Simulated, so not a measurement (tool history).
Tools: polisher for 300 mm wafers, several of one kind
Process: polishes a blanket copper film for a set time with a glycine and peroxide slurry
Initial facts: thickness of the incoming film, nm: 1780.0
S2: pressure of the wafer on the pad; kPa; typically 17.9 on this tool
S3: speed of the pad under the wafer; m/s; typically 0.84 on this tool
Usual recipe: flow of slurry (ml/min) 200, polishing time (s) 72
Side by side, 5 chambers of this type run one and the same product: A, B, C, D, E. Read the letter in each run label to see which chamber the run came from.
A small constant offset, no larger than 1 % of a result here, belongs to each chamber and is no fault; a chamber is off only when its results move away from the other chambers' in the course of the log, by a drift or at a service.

Run 1C, day 0.292: usual settings. Result: film removed (nm) 294.06.
Run 2A, day 0.783: usual settings. Result: film removed (nm) 296.49.
At day 1.167: chamber A: worn pad replaced by a new one.
Run 3B, day 1.4: usual settings. Result: film removed (nm) 284.5.
Run 4D, day 1.838: usual settings. Result: film removed (nm) 288.45.
At day 1.962: chamber C: worn pad replaced by a new one.
At day 1.975: chamber B: worn pad replaced by a new one.
Run 5E, day 2.288: usual settings. Result: film removed (nm) 287.52.
Run 6C, day 2.896: usual settings. Result: film removed (nm) 292.45.
At day 2.971: chamber B: slurry nozzle cleaned.
At day 3.121: chamber E: worn pad replaced by a new one.
Run 7D, day 3.508: usual settings. Result: film removed (nm) 285.75.
At day 3.829: chamber D: worn pad replaced by a new one.
Run 8B, day 4.133: usual settings. Result: film removed (nm) 286.86.
Run 9A, day 4.471: usual settings. Result: film removed (nm) 291.51.
Run 10E, day 4.871: usual settings. Result: film removed (nm) 286.31.
At day 4.883: chamber C: worn pad replaced by a new one.
At day 5.138: chamber A: worn pad replaced by a new one.
At day 5.229: chamber D: slurry nozzle cleaned.
Run 11D, day 5.45: usual settings. Result: film removed (nm) 292.46.
At day 5.65: chamber D: head pressure recalibrated.
Run 12C, day 5.829: usual settings. Result: film removed (nm) 292.78.
Run 13E, day 6.233: usual settings. Result: film removed (nm) 289.99.
At day 6.321: chamber B: worn pad replaced by a new one.
Run 14A, day 6.712: usual settings. Result: film removed (nm) 290.76.
Run 15B, day 7.221: usual settings. Result: film removed (nm) 288.56.
At day 7.342: chamber C: worn pad replaced by a new one.
At day 7.638: chamber E: worn pad replaced by a new one.
Run 16E, day 7.804: usual settings. Result: film removed (nm) 288.31.
At day 7.833: chamber D: worn pad replaced by a new one.
Run 17B, day 8.275: usual settings. Result: film removed (nm) 287.62.
Run 18C, day 8.754: usual settings. Result: film removed (nm) 292.3.
At day 8.908: chamber A: worn pad replaced by a new one.
At day 9.162: chamber E: head pressure recalibrated.
Run 19D, day 9.229: usual settings. Result: film removed (nm) 310.27.
Run 20A, day 9.704: usual settings. Result: film removed (nm) 286.49.
Run 21B, day 10.038: usual settings. Result: film removed (nm) 289.64.
At day 10.162: chamber B: worn pad replaced by a new one.
At day 10.408: chamber C: worn pad replaced by a new one.
Run 22D, day 10.488: usual settings. Result: film removed (nm) 314.12.
Run 23A, day 11.1: usual settings. Result: film removed (nm) 292.94.
Run 24E, day 11.433: usual settings. Result: film removed (nm) 288.07.
At day 11.796: chamber C: head pressure recalibrated.
Run 25C, day 11.9: usual settings. Result: film removed (nm) 290.9.
At day 12.246: chamber E: worn pad replaced by a new one.
At day 12.258: chamber D: worn pad replaced by a new one.
Run 26B, day 12.292: usual settings but S2 13.8 kPa, S3 0.68 m/s. Result: film removed (nm) 204.14.
Run 27A, day 12.762: usual settings but S2 13.8 kPa, S3 0.68 m/s. Result: film removed (nm) 206.36.
At day 12.883: chamber A: worn pad replaced by a new one.
Run 28C, day 13.208: usual settings but S2 13.8 kPa, S3 0.68 m/s. Result: film removed (nm) 204.08.
Run 29D, day 13.512: usual settings but S2 13.8 kPa, S3 0.68 m/s. Result: film removed (nm) 218.74.
Run 30E, day 14.108: usual settings but S2 13.8 kPa, S3 0.68 m/s. Result: film removed (nm) 202.66.
Run 31A, day 14.429: usual settings. Result: film removed (nm) 290.51.

Next, all 5 chambers run the settings below, one line each with question marks for the results. What does each chamber give?
Run 32A, day 14.9: usual settings. Result: film removed (nm) ?.
Run 32B, day 14.9: usual settings. Result: film removed (nm) ?.
Run 32C, day 14.9: usual settings. Result: film removed (nm) ?.
Run 32D, day 14.9: usual settings. Result: film removed (nm) ?.
Run 32E, day 14.9: usual settings. Result: film removed (nm) ?.

run  film removed (nm)
32A             290.29
32B             286.43
32C             290.03
32D             313.16
32E             287.68

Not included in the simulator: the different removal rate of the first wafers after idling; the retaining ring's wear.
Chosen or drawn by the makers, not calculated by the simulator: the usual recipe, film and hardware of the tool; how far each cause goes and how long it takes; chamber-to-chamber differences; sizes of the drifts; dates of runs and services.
